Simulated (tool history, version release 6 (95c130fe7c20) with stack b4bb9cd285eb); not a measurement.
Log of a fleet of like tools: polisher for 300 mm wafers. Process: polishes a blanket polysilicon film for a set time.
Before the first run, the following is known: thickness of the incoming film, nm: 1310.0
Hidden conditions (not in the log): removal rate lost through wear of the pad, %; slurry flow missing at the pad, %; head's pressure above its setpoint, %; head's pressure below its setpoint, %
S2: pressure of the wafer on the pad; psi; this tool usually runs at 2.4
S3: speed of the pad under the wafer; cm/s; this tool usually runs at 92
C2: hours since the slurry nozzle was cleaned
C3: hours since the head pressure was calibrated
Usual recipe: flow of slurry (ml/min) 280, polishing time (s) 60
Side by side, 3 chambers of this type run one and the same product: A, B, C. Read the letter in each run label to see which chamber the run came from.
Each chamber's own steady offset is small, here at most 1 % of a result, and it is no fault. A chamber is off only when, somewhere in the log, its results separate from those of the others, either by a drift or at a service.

At hour 0.2: chamber A: worn pad replaced by a new one.
At hour 5.9: chamber C: head pressure recalibrated.
Run 1C, hour 9.4: usual settings; wafers polished on this pad 669; C2 115.5; C3 3.6. Result: film removed (angstrom) 3915.6.
Run 2A, hour 19.5: usual settings; wafers polished on this pad 227; C2 317.7; C3 864.7. Result: film removed (angstrom) 4016.0.
Run 3B, hour 27.3: usual settings; wafers polished on this pad 488; C2 395.4; C3 95.5. Result: film removed (angstrom) 3908.9.
Run 4C, hour 33.6: usual settings; wafers polished on this pad 954; C2 139.7; C3 27.8. Result: film removed (angstrom) 3941.9.
Run 5A, hour 43.7: usual settings but polishing time (s) 47; wafers polished on this pad 513; C2 341.9; C3 888.9. Result: film removed (angstrom) 3058.0.
Run 6B, hour 49.3: usual settings but polishing time (s) 47; wafers polished on this pad 747; C2 417.4; C3 117.5. Result: film removed (angstrom) 3057.6.
Run 7C, hour 60.0: usual settings but polishing time (s) 47; wafers polished on this pad 1266; C2 166.1; C3 54.2. Result: film removed (angstrom) 3086.3.
Run 8B, hour 66.7: usual settings; wafers polished on this pad 952; C2 434.8; C3 134.9. Result: film removed (angstrom) 4021.3.
Run 9A, hour 73.9: usual settings; wafers polished on this pad 869; C2 372.1; C3 919.1. Result: film removed (angstrom) 3846.8.
At hour 76.3: chamber A: worn pad replaced by a new one.
At hour 78.1: chamber B: slurry nozzle cleaned.
At hour 84.0: chamber B: worn pad replaced by a new one.
Run 10A, hour 84.3: usual settings; wafers polished on this pad 94; C2 382.5; C3 929.5. Result: film removed (angstrom) 3882.8.
Run 11C, hour 92.0: usual settings; wafers polished on this pad 1643; C2 198.1; C3 86.2. Result: film removed (angstrom) 4055.9.
Run 12B, hour 99.1: usual settings; wafers polished on this pad 177; C2 21.1; C3 167.3. Result: film removed (angstrom) 4004.9.
Run 13C, hour 106.2: usual settings; wafers polished on this pad 1810; C2 212.3; C3 100.4. Result: film removed (angstrom) 3902.3.
Run 14A, hour 111.8: usual settings; wafers polished on this pad 418; C2 410.0; C3 957.0. Result: film removed (angstrom) 3823.7.
Run 15B, hour 121.6: usual settings; wafers polished on this pad 443; C2 43.6; C3 189.8. Result: film removed (angstrom) 3942.6.
Run 16C, hour 130.8: usual settings; wafers polished on this pad 2100; C2 236.9; C3 125.0. Result: film removed (angstrom) 3913.3.
Run 17B, hour 138.8: usual settings but S2 3.1 psi, S3 70 cm/s; wafers polished on this pad 645; C2 60.8; C3 207.0. Result: film removed (angstrom) 3892.2.
At hour 146.6: chamber A: worn pad replaced by a new one.
Run 18A, hour 146.9: usual settings but S2 3.1 psi, S3 70 cm/s; wafers polished on this pad 4; C2 445.1; C3 992.1. Result: film removed (angstrom) 3824.6.
Run 19A, hour 158.1: usual settings but S2 3.1 psi, S3 70 cm/s; wafers polished on this pad 136; C2 456.3; C3 1003.3. Result: film removed (angstrom) 3861.7.
Run 20B, hour 166.5: usual settings; wafers polished on this pad 972; C2 88.5; C3 234.7. Result: film removed (angstrom) 3985.8.
Run 21C, hour 171.7: usual settings; wafers polished on this pad 2582; C2 277.8; C3 165.9. Result: film removed (angstrom) 3747.4.
Run 22C, hour 177.2: usual settings; wafers polished on this pad 2647; C2 283.3; C3 171.4. Result: film removed (angstrom) 3722.8.
Run 23B, hour 185.5: usual settings; wafers polished on this pad 1196; C2 107.5; C3 253.7. Result: film removed (angstrom) 4022.5.
At hour 193.1: chamber B: worn pad replaced by a new one.
Run 24A, hour 196.2: usual settings; wafers polished on this pad 585; C2 494.4; C3 1041.4. Result: film removed (angstrom) 3915.7.
At hour 203.9: chamber C: slurry nozzle cleaned.
Run 25A, hour 206.5: usual settings; wafers polished on this pad 706; C2 504.7; C3 1051.7. Result: film removed (angstrom) 3936.3.
Run 26C, hour 217.7: usual settings; wafers polished on this pad 3124; C2 13.9; C3 211.9. Result: film removed (angstrom) 3602.4.
Run 27B, hour 227.0: usual settings; wafers polished on this pad 400; C2 149.0; C3 295.2. Result: film removed (angstrom) 3999.4.
At hour 228.1: chamber A: worn pad replaced by a new one.
Run 28C, hour 237.9: usual settings; wafers polished on this pad 3362; C2 34.1; C3 232.1. Result: film removed (angstrom) 3673.1.
Run 29A, hour 245.3: usual settings but S3 64 cm/s, polishing time (s) 69; wafers polished on this pad 203; C2 543.5; C3 1090.5. Result: film removed (angstrom) 3121.4.
Run 30B, hour 256.2: usual settings but S3 64 cm/s, polishing time (s) 69; wafers polished on this pad 744; C2 178.2; C3 324.4. Result: film removed (angstrom) 3266.1.
Run 31B, hour 267.7: usual settings but S3 64 cm/s, polishing time (s) 69; wafers polished on this pad 879; C2 189.7; C3 335.9. Result: film removed (angstrom) 3138.2.
Run 32C, hour 276.6: usual settings; wafers polished on this pad 3818; C2 72.8; C3 270.8. Result: film removed (angstrom) 3553.4.
At hour 286.0: chamber A: slurry nozzle cleaned.
Run 33A, hour 287.2: usual settings; wafers polished on this pad 697; C2 1.2; C3 1132.4. Result: film removed (angstrom) 3928.3.

Decide between three cases: one chamber stands off from its peers, the gauge reading all wafers drifts, or nothing is wrong past each chamber's small offset. Where a chamber is off, say which and what most likely put it there.

Little by little, chamber C moves away from the other chambers.
Likeliest cause: removal rate lost through wear of the pad, % = 10.3.
It could be hard to tell apart here from: head's pressure below its setpoint, %.

Below are 4 candidate recipes for chamber C's next run, each the usual settings with a change, their results shown as question marks. Which of them brings C's results back in line with what the other chambers give on the usual settings?
Maximum distance from the other chambers' mean on the usual settings for a result to count as in line: film removed (angstrom) 170.0
Run 34C-1, hour 295.6: usual settings but S2 2.6 psi, S3 98 cm/s, polishing time (s) 64. Result: film removed (angstrom) ?.
Run 34C-2, hour 295.6: usual settings but polishing time (s) 67. Result: film removed (angstrom) ?.
Run 34C-3, hour 295.6: usual settings but S2 2.2 psi, S3 86 cm/s, polishing time (s) 56. Result: film removed (angstrom) ?.
Run 34C-4, hour 295.6: usual settings but S2 2.1 psi. Result: film removed (angstrom) ?.

What the other chambers average on the usual settings: film removed (angstrom) 3962.9
  run  film removed (angstrom)
34C-1                   4359.0
34C-2                   3950.9
34C-3                   2826.7
34C-4                   3094.0
It is 34C-2 that realigns the chamber with its peers.
